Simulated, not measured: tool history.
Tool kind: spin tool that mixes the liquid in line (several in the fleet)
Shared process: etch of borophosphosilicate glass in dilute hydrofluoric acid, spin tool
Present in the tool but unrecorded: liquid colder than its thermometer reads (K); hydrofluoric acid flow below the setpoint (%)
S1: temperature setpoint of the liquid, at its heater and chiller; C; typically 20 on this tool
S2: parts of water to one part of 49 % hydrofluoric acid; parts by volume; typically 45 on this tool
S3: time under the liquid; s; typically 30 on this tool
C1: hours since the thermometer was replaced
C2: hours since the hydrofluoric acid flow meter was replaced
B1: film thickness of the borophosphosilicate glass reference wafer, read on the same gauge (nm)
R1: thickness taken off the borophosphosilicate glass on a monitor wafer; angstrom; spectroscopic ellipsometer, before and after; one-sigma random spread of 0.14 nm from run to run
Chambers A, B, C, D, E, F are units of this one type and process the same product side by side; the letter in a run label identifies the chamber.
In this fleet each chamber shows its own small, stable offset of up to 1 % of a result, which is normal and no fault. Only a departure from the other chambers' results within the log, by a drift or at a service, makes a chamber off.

Run 1A, hour 7.7: usual settings; C1 1131.7; C2 214.9; B1 140.03. Result: R1 279.17 angstrom.
Run 2F, hour 13.4: usual settings; C1 644.6; C2 669.3; B1 139.98. Result: R1 283.15 angstrom.
At hour 14.7: chamber D: hydrofluoric acid flow meter replaced.
Run 3C, hour 21.6: usual settings; C1 1433.1; C2 1824.6; B1 139.96. Result: R1 280.41 angstrom.
Run 4D, hour 26.6: usual settings; C1 1946.6; C2 11.9; B1 140.00. Result: R1 281.27 angstrom.
Run 5B, hour 32.3: usual settings; C1 1370.6; C2 149.9; B1 139.92. Result: R1 282.72 angstrom.
Run 6E, hour 36.8: usual settings; C1 800.5; C2 613.4; B1 140.06. Result: R1 281.83 angstrom.
Run 7C, hour 45.3: usual settings; C1 1456.8; C2 1848.3; B1 140.03. Result: R1 281.71 angstrom.
Run 8F, hour 54.9: usual settings; C1 686.1; C2 710.8; B1 140.05. Result: R1 277.98 angstrom.
Run 9A, hour 62.1: usual settings; C1 1186.1; C2 269.3; B1 139.97. Result: R1 278.99 angstrom.
Run 10D, hour 70.0: usual settings; C1 1990.0; C2 55.3; B1 139.97. Result: R1 277.88 angstrom.
Run 11B, hour 79.6: usual settings but S1 22 C, S2 55 parts by volume; C1 1417.9; C2 197.2; B1 139.99. Result: R1 249.35 angstrom.
Run 12E, hour 89.8: usual settings but S1 22 C, S2 55 parts by volume; C1 853.5; C2 666.4; B1 140.01. Result: R1 249.58 angstrom.
Run 13B, hour 97.4: usual settings but S1 22 C, S2 55 parts by volume; C1 1435.7; C2 215.0; B1 139.99. Result: R1 247.63 angstrom.
Run 14E, hour 103.1: usual settings but S1 22 C, S2 55 parts by volume; C1 866.8; C2 679.7; B1 140.05. Result: R1 247.47 angstrom.
Run 15F, hour 112.0: usual settings but S1 22 C, S2 55 parts by volume; C1 743.2; C2 767.9; B1 140.00. Result: R1 246.42 angstrom.
Run 16D, hour 121.9: usual settings but S1 22 C, S2 55 parts by volume; C1 2041.9; C2 107.2; B1 139.95. Result: R1 244.94 angstrom.
Run 17C, hour 128.8: usual settings; C1 1540.3; C2 1931.8; B1 140.01. Result: R1 282.39 angstrom.
Run 18A, hour 133.5: usual settings; C1 1257.5; C2 340.7; B1 140.00. Result: R1 281.18 angstrom.
Run 19E, hour 138.8: usual settings; C1 902.5; C2 715.4; B1 139.98. Result: R1 281.55 angstrom.
Run 20C, hour 144.1: usual settings; C1 1555.6; C2 1947.1; B1 139.99. Result: R1 278.55 angstrom.
At hour 145.4: chamber B: thermometer replaced.
Run 21F, hour 149.2: usual settings; C1 780.4; C2 805.1; B1 140.04. Result: R1 275.79 angstrom.
Run 22A, hour 156.2: usual settings but S1 17 C; C1 1280.2; C2 363.4; B1 139.97. Result: R1 244.97 angstrom.
Run 23D, hour 161.3: usual settings but S1 17 C; C1 2081.3; C2 146.6; B1 139.97. Result: R1 244.71 angstrom.
Run 24B, hour 166.2: usual settings but S1 17 C; C1 20.9; C2 283.8; B1 139.95. Result: R1 247.74 angstrom.
Run 25C, hour 171.3: usual settings but S1 17 C; C1 1582.8; C2 1974.3; B1 140.00. Result: R1 246.79 angstrom.
Run 26A, hour 181.0: usual settings but S1 17 C; C1 1305.0; C2 388.2; B1 139.97. Result: R1 247.60 angstrom.
Run 27F, hour 187.5: usual settings but S1 17 C; C1 818.7; C2 843.4; B1 139.97. Result: R1 237.13 angstrom.
Run 28E, hour 193.7: usual settings; C1 957.4; C2 770.3; B1 140.02. Result: R1 282.42 angstrom.
Run 29B, hour 203.1: usual settings; C1 57.8; C2 320.7; B1 140.02. Result: R1 282.47 angstrom.
Run 30D, hour 210.5: usual settings; C1 2130.5; C2 195.8; B1 139.99. Result: R1 280.00 angstrom.
Run 31D, hour 219.5: usual settings; C1 2139.5; C2 204.8; B1 140.00. Result: R1 280.79 angstrom.
Run 32F, hour 229.4: usual settings; C1 860.6; C2 885.3; B1 140.00. Result: R1 270.67 angstrom.
At hour 232.2: chamber D: thermometer replaced.
Run 33C, hour 236.6: usual settings but S2 35 parts by volume; C1 1648.1; C2 2039.6; B1 140.03. Result: R1 368.06 angstrom.
Run 34A, hour 244.5: usual settings but S2 35 parts by volume; C1 1368.5; C2 451.7; B1 139.99. Result: R1 363.16 angstrom.
Run 35E, hour 251.5: usual settings but S2 35 parts by volume; C1 1015.2; C2 828.1; B1 140.01. Result: R1 365.67 angstrom.
Run 36B, hour 257.0: usual settings but S2 35 parts by volume; C1 111.7; C2 374.6; B1 140.05. Result: R1 368.10 angstrom.
Run 37D, hour 265.3: usual settings but S2 35 parts by volume; C1 33.2; C2 250.6; B1 139.97. Result: R1 363.44 angstrom.

Which is it: a chamber that has drifted or been left off by a service, a gauge drift common to all chambers, or only each chamber's usual small offset? If a chamber is off, name it and its likeliest cause.

Little by little, chamber F moves away from the other chambers.
Most likely cause: hydrofluoric acid flow below the setpoint (%) = 4.75.
With only this log, it may be confused with: liquid colder than its thermometer reads (K).

Chamber F could run next with any of the 4 candidate recipes listed below; each alters the usual settings, and their results appear as question marks. Which one brings its results back in line with what the other chambers deliver on the usual settings?
In line means no further than this from the other chambers' mean on the usual settings: R1 4.90 angstrom
Run 38F-1, hour 272.6: usual settings but S1 21.0 C. Result: R1 ?.
Run 38F-2, hour 272.6: usual settings but S1 20.5 C. Result: R1 ?.
Run 38F-3, hour 272.6: usual settings but S1 19.5 C. Result: R1 ?.
Run 38F-4, hour 272.6: usual settings but S1 19.0 C. Result: R1 ?.

Other chambers, usual settings, mean: R1 280.67 angstrom
  run      R1
38F-1  278.93
38F-2  272.97
38F-3  261.38
38F-4  255.73
38F-1 is the one that brings the chamber's results back in line with the other chambers.
